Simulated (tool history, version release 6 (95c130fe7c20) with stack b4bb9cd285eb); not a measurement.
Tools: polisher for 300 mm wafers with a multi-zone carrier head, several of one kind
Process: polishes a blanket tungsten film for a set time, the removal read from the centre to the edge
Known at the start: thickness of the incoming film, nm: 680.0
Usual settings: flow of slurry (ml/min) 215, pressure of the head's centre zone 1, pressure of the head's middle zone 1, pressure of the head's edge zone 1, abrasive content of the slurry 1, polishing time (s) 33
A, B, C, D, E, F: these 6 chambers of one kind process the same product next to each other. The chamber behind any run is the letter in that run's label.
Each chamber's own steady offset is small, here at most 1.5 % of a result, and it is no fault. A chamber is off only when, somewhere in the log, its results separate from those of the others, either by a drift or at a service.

run   hour  flow of slurry (ml/min)  pressure of the head's centre zone  pressure of the head's middle zone  pressure of the head's edge zone  abrasive content of the slurry  polishing time (s)  wafers polished on this pad  hours since the slurry nozzle was cleaned  hours since the centre zone pressure was calibrated  hours since the edge zone pressure was calibrated  film removed at the wafer's centre (angstrom)  film removed at mid-radius (angstrom)  film removed at the wafer's edge (angstrom)
       3.8  -- chamber F: edge zone pressure recalibrated
 1E    4.9                      215                                   1                                   1                                 1                               1                  33                          557                                       49.4                                                386.4                                              174.1                                         2740.2                                 2743.4                                       2654.3
       8.3  -- chamber F: worn pad replaced by a new one
 2C    9.1                      215                                   1                                   1                                 1                               1                  33                          803                                      214.8                                                247.5                                               93.8                                           2715                                 2725.7                                       2659.6
        11  -- chamber C: worn pad replaced by a new one
 3B   16.4                      215                                   1                                   1                                 1                               1                  33                          838                                       26.6                                                368.1                                              202.4                                         2666.2                                 2730.5                                       2716.1
      17.1  -- chamber C: slurry nozzle cleaned
      19.6  -- chamber E: worn pad replaced by a new one
 4D   20.1                      215                                   1                                   1                                 1                               1                  33                          439                                      392.3                                                100.7                                              175.7                                         2698.5                                 2648.3                                       2763.1
 5A   25.6                      215                                   1                                   1                                 1                               1                  33                          350                                      181.4                                                746.9                                              339.9                                           2747                                 2733.5                                       2717.3
      31.3  -- chamber A: edge zone pressure recalibrated
 6F   33.2                      215                                   1                                   1                                 1                               1                  33                          311                                      115.6                                                 77.1                                               29.4                                         2694.3                                 2669.7                                       2706.7
      39.1  -- chamber D: worn pad replaced by a new one
 7E   39.4                      215                                   1                                   1                                 1                               1                  33                          247                                       83.9                                                420.9                                              208.6                                         2712.7                                 2713.9                                       2681.2
 8A   43.8                      215                                1.11                                   1                                 1                               1                  33                          577                                      199.6                                                765.1                                               12.5                                         3079.2                                 2715.5                                       2685.6
      48.9  -- chamber B: worn pad replaced by a new one
 9F   50.5                      215                                1.11                                   1                                 1                               1                  33                          528                                      132.9                                                 94.4                                               46.7                                         3026.2                                 2681.5                                       2691.6
10D   56.3                      215                                1.11                                   1                                 1                               1                  33                          216                                      428.5                                                136.9                                              211.9                                         3033.9                                 2662.1                                       2703.2
11C   60.6                      215                                1.11                                   1                                 1                               1                  33                          620                                       43.6                                                  299                                              145.3                                         3072.6                                 2708.6                                       2694.6
12B   66.3                      215                                1.11                                   1                                 1                               1                  33                          217                                       76.5                                                  418                                              252.3                                         2974.8                                 2713.5                                         2734
13F   70.7                      215                                1.11                                   1                                 1                               1                  33                          780                                      153.1                                                114.6                                               66.9                                         3004.4                                 2690.4                                       2700.6
      74.6  -- chamber C: worn pad replaced by a new one
14E   75.3                      215                                   1                                   1                                 1                               1                  33                          695                                      119.8                                                456.8                                              244.5                                         2731.8                                 2741.9                                       2693.3
      77.4  -- chamber E: worn pad replaced by a new one
15D   79.1                      215                                   1                                   1                                 1                               1                  33                          500                                      451.3                                                159.7                                              234.7                                         2703.6                                 2643.2                                       2726.5
16B   83.3                      215                                   1                                0.95                                 1                             1.2                  33                          430                                       93.5                                                  435                                              269.3                                         2832.6                                 2667.6                                       2787.2
17A   87.9                      215                                   1                                0.95                                 1                             1.2                  33                         1128                                      243.7                                                809.2                                               56.6                                         2837.3                                 2703.1                                       2853.3
      88.8  -- chamber A: worn pad replaced by a new one
18C   92.5                      215                                   1                                0.95                                 1                             1.2                  33                          224                                       75.5                                                330.9                                              177.2                                         2848.1                                 2737.4                                         2870
19D   99.1                      215                                   1                                0.95                                 1                             1.2                  33                          750                                      471.3                                                179.7                                              254.7                                         2841.5                                 2655.9                                       2846.2
      99.8  -- chamber D: worn pad replaced by a new one
20E  106.1                      215                                   1                                0.95                                 1                             1.2                  33                          359                                      150.6                                                487.6                                              275.3                                         2842.3                                 2714.4                                       2829.7
21C  110.3                      215                                   1                                0.95                                 1                             1.2                  33                          446                                       93.3                                                348.7                                                195                                         2853.2                                 2748.1                                       2820.1
     112.6  -- chamber F: worn pad replaced by a new one
22A  114.2                      215                                   1                                   1                                 1                               1                  33                          318                                        270                                                835.5                                               82.9                                         2748.2                                 2735.5                                       2693.5
     116.9  -- chamber A: centre zone pressure recalibrated
23F  120.9                      215                                   1                                   1                                 1                               1                  33                          104                                      203.3                                                164.8                                              117.1                                         2682.6                                 2700.5                                       2732.4
     123.3  -- chamber E: worn pad replaced by a new one
24B  128.5                      215                                   1                                   1                                 1                               1                  33                          994                                      138.7                                                480.2                                              314.5                                         2684.8                                 2759.3                                       2709.4
25A  132.3                      215                                   1                                   1                                 1                               1                  33                          544                                      288.1                                                 15.5                                                101                                         2734.7                                 2660.6                                       2720.3
     135.3  -- chamber C: worn pad replaced by a new one
26B  137.8                      215                                   1                                0.89                                 1                               1                  33                         1110                                        148                                                489.5                                              323.8                                         2687.4                                   2447                                       2692.9
     143.2  -- chamber D: slurry nozzle cleaned
27C  143.6                      215                                   1                                0.89                                 1                               1                  33                          104                                      126.6                                                  382                                              228.3                                         2725.9                                 2442.9                                       2666.2
     144.7  -- chamber B: worn pad replaced by a new one
28F    148                      215                                   1                                0.89                                 1                               1                  33                          442                                      230.4                                                191.9                                              144.2                                         2706.4                                 2404.1                                       2742.9
     148.4  -- chamber D: worn pad replaced by a new one
29D  151.8                      215                                   1                                0.89                                 1                               1                  33                           43                                        8.6                                                232.4                                              307.4                                           2711                                 2421.1                                       2725.6
30E  157.4                      215                                   1                                0.89                                 1                               1                  33                          426                                      201.9                                                538.9                                              326.6                                         2723.9                                 2458.5                                       2688.2
     160.7  -- chamber E: slurry nozzle cleaned
31A  163.8                      215                                   1                                0.89                                 1                               1                  33                          937                                      319.6                                                   47                                              132.5                                         2700.3                                 2448.4                                       2703.2
32E  168.2                      215                                   1                                   1                                 1                               1                  33                          561                                        7.6                                                549.7                                              337.4                                         2720.4                                 2727.1                                         2655
33C  174.8                      215                                   1                                1.05                                 1                            1.15                  33                          494                                      157.8                                                413.2                                              259.5                                         2773.5                                 2970.6                                       2777.3
34F  180.7                      215                                   1                                1.05                                 1                            1.15                  33                          851                                      263.1                                                224.6                                              176.9                                         2793.3                                 2913.1                                       2786.9
35D  184.1                      215                                   1                                1.05                                 1                            1.15                  33                          447                                       40.9                                                264.7                                              339.7                                         2836.7                                 2867.2                                       2864.9
       187  -- chamber C: worn pad replaced by a new one
36B  190.9                      215                                   1                                1.05                                 1                            1.15                  33                          578                                      201.1                                                542.6                                              376.9                                         2779.5                                   2968                                       2810.2
37C  197.6                      215                                   1                                1.05                                 1                            1.15                  33                          132                                      180.6                                                  436                                              282.3                                         2808.5                                 2901.1                                       2865.4

All 6 chambers run these settings next. Forecast each chamber's results:
38A  203.1                      215                                   1                                   1                                 1                             1.1                  33                                                                                                                                                                                                                              ?                                      ?                                            ?
38B  203.1                      215                                   1                                   1                                 1                             1.1                  33                                                                                                                                                                                                                              ?                                      ?                                            ?
38C  203.1                      215                                   1                                   1                                 1                             1.1                  33                                                                                                                                                                                                                              ?                                      ?                                            ?
38D  203.1                      215                                   1                                   1                                 1                             1.1                  33                                                                                                                                                                                                                              ?                                      ?                                            ?
38E  203.1                      215                                   1                                   1                                 1                             1.1                  33                                                                                                                                                                                                                              ?                                      ?                                            ?
38F  203.1                      215                                   1                                   1                                 1                             1.1                  33                                                                                                                                                                                                                              ?                                      ?                                            ?

run  film removed at the wafer's centre (angstrom)  film removed at mid-radius (angstrom)  film removed at the wafer's edge (angstrom)
38A                                         2801.4                                 2801.1                                       2725.5
38B                                         2756.3                                   2780                                       2732.1
38C                                           2764                                   2774                                       2779.7
38D                                         2765.4                                   2744                                       2734.2
38E                                         2796.1                                   2807                                       2777.9
38F                                         2710.7                                 2748.2                                       2789.8
